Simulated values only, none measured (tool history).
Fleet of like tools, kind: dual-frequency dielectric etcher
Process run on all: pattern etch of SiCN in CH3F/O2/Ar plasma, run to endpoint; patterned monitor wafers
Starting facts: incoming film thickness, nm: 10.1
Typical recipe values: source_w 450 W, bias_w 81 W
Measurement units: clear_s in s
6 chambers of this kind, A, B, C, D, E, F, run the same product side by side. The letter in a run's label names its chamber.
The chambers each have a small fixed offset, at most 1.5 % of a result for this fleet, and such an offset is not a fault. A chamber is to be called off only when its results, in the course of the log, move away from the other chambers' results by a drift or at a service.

run,hour,source_w,bias_w,clear_s
1E,8.3,450,81,24.662
2A,16.6,450,81,24.946
3B,28.1,450,81,25.044
4F,34.8,450,81,24.410
5C,43.8,450,81,24.404
6D,53.8,450,81,24.519
7B,62.6,450,81,25.015
8A,73.0,450,81,25.039
9D,84.5,450,81,24.428
10C,90.7,450,81,24.319
11E,102.6,450,81,24.283
# hour 104.9: chamber C: bias power generator calibrated
12F,113.0,450,81,24.517
# hour 114.8: chamber B: wet clean of the chamber
13D,120.5,450,67,26.254
# hour 127.5: chamber A: wet clean of the chamber
14B,128.0,450,67,26.729
15A,135.4,450,67,26.506
16C,144.3,450,67,26.608
17F,150.7,450,67,26.516
# hour 160.4: chamber C: wet clean of the chamber
18E,162.2,450,67,25.978
# hour 163.5: chamber A: source power generator calibrated
19E,171.9,450,81,24.390
20D,178.1,450,81,24.627
# hour 178.6: chamber D: wet clean of the chamber
# hour 181.2: chamber F: wet clean of the chamber
21B,187.7,450,81,24.784
22F,195.8,450,81,24.616
23C,206.8,550,81,23.000
24A,218.0,550,81,23.351
25D,229.1,550,81,22.571
26A,243.0,550,81,23.260
27E,250.4,550,81,22.209
28C,263.5,550,81,22.894
29B,270.7,450,81,24.943
30F,284.3,450,81,24.606
31C,291.6,450,81,24.626
32B,302.9,450,81,24.936
33F,315.0,450,81,24.719
34D,322.4,450,81,24.688
35E,333.2,450,81,23.707
36A,342.5,450,81,24.946
37D,349.0,450,81,24.567
38C,360.6,450,81,24.697
39E,374.1,410,81,24.521
40F,383.9,410,81,25.257

One chamber off, gauge drift, or nothing amiss beyond the chambers' own small offsets? If it is a chamber, which one, and what is the likeliest cause?

It is chamber E that slowly wanders off from its peers.
Cause: etch rate over this chamber's usual, % = 3.76.

Below are 4 candidate recipes for chamber E's next run, each the usual settings with a change, their results shown as question marks. Which of them brings E's results back in line with what the other chambers give on the usual settings?
To be in line, a result may differ from the other chambers' mean on the usual settings by at most: clear_s 0.580 s
41E-1,393.9,560,81,?
41E-2,393.9,480,86,?
41E-3,393.9,400,73,?
41E-4,393.9,420,76,?

Usual-settings mean across the other chambers: clear_s 24.725 s
run,clear_s
41E-1,21.816
41E-2,22.631
41E-3,25.676
41E-4,24.856
41E-4 is the one that brings the chamber's results back in line with the other chambers.
